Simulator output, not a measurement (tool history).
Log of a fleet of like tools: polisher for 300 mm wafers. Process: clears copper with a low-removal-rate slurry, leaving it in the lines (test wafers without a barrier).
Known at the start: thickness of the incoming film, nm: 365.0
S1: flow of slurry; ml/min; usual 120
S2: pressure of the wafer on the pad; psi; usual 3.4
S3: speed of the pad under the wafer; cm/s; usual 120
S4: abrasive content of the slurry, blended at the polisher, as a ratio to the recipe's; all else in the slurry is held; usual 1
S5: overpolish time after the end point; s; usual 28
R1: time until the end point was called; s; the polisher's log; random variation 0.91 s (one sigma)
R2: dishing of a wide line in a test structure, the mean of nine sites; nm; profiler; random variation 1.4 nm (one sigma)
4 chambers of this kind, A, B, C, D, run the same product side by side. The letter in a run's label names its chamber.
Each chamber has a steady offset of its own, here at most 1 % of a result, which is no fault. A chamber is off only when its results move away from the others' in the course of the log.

| run | hour | S1 | S2 | S3 | S4 | S5 | R1 | R2 |
|---|---|---|---|---|---|---|---|---|
| 1C | 7.8 | 120 | 3.4 | 120 | 1 | 28 | 92.51 | 64.962 |
|  | 14.7 | chamber D: worn pad replaced by a new one |
| 2B | 17.6 | 120 | 3.4 | 120 | 1 | 28 | 90.699 | 66.427 |
| 3D | 24 | 120 | 3.4 | 120 | 1 | 28 | 92.219 | 66.593 |
|  | 30.1 | chamber A: slurry blender recalibrated |
| 4A | 31.2 | 120 | 3.4 | 120 | 1 | 28 | 91.473 | 66.317 |
| 5B | 37.4 | 120 | 3.4 | 120 | 1 | 28 | 91.077 | 65.775 |
| 6C | 49.3 | 120 | 4.4 | 120 | 1 | 28 | 70.639 | 81.826 |
|  | 54.1 | chamber A: worn pad replaced by a new one |
| 7D | 58.4 | 120 | 4.4 | 120 | 1 | 28 | 70.152 | 78.392 |
|  | 58.9 | chamber B: slurry blender recalibrated |
|  | 60.7 | chamber B: head pressure recalibrated |
| 8A | 69.6 | 120 | 4.4 | 120 | 1 | 28 | 70.524 | 80.887 |
| 9A | 77.3 | 120 | 4.4 | 120 | 1 | 28 | 70.816 | 78.909 |
|  | 80.4 | chamber D: head pressure recalibrated |
| 10C | 84.5 | 120 | 3.4 | 120 | 1 | 28 | 92.194 | 65.28 |
|  | 86.5 | chamber D: worn pad replaced by a new one |
|  | 90 | chamber C: slurry blender recalibrated |
| 11D | 92.3 | 120 | 3.4 | 120 | 1 | 28 | 91.781 | 65.406 |
| 12B | 101.1 | 120 | 3.4 | 120 | 1 | 28 | 91.724 | 65.829 |
| 13D | 113.3 | 120 | 3.4 | 120 | 1 | 28 | 92.257 | 66.597 |
| 14B | 120.8 | 120 | 3.4 | 120 | 1 | 28 | 92.39 | 63.651 |
| 15C | 130.9 | 120 | 3.4 | 120 | 1 | 28 | 92.201 | 64.067 |
| 16A | 137.5 | 120 | 3.4 | 120 | 1 | 28 | 91.752 | 65.699 |
| 17A | 144.7 | 120 | 3.4 | 120 | 1 | 28 | 91.452 | 66.614 |
| 18B | 153.2 | 120 | 3.4 | 120 | 1 | 28 | 94.952 | 61.083 |
|  | 156.1 | chamber D: worn pad replaced by a new one |
|  | 157.1 | chamber C: worn pad replaced by a new one |
| 19D | 164.9 | 120 | 3.4 | 152 | 1 | 28 | 72.608 | 79.474 |
| 20C | 173.9 | 120 | 3.4 | 152 | 1 | 28 | 74.081 | 77.853 |
| 21A | 186.9 | 120 | 3.4 | 152 | 1 | 28 | 72.427 | 75.725 |
| 22B | 193.4 | 120 | 3.4 | 152 | 1 | 28 | 74.989 | 75.504 |
| 23D | 202.4 | 120 | 3.4 | 120 | 1 | 28 | 89.881 | 66.133 |
| 24C | 211.5 | 120 | 3.4 | 120 | 1 | 28 | 92.078 | 63.905 |
| 25C | 218.6 | 120 | 3.4 | 120 | 1 | 28 | 91.266 | 67.327 |
|  | 221.5 | chamber A: worn pad replaced by a new one |
|  | 227.2 | chamber A: slurry blender recalibrated |
| 26A | 229.7 | 100 | 3.4 | 120 | 1 | 13 | 95.717 | 33.537 |
|  | 235.2 | chamber D: slurry nozzle cleaned |
|  | 238.5 | chamber D: worn pad replaced by a new one |
| 27B | 242 | 100 | 3.4 | 120 | 1 | 13 | 100.63 | 32.876 |
| 28D | 251.9 | 100 | 3.4 | 120 | 1 | 13 | 95.812 | 35.755 |

Is one chamber off against the others, does the gauge drift, or is nothing wrong? If a chamber is off, say which, and what the likeliest cause is.

Chamber B drifts away from the others.
Cause: removal rate lost through wear of the pad, % = 6.65.
The log may not tell that from: slurry flow missing at the pad, %.

Here are 4 candidates for chamber B's next run, each the usual settings with a change, their results left as question marks. Which one brings its results back in line with what the others give on the usual settings?
In line means no further than this from the other chambers' mean on the usual settings: R1 3.2 s; R2 4.7 nm
| 29B-1 | 261.6 | 120 | 3.6 | 128 | 1 | 28 | ? | ? |
| 29B-2 | 261.6 | 120 | 3.3 | 116 | 1 | 28 | ? | ? |
| 29B-3 | 261.6 | 120 | 3.5 | 124 | 1 | 28 | ? | ? |
| 29B-4 | 261.6 | 120 | 3.2 | 112 | 1 | 28 | ? | ? |

The other chambers' mean on the usual settings: R1 91.768 s; R2 65.628 nm
| run | R1 | R2 |
|---|---|---|
| 29B-1 | 85.804 | 67.711 |
| 29B-2 | 103.57 | 58.797 |
| 29B-3 | 91.18 | 64.745 |
| 29B-4 | 110.73 | 55.827 |
29B-3 brings the chamber back in line.
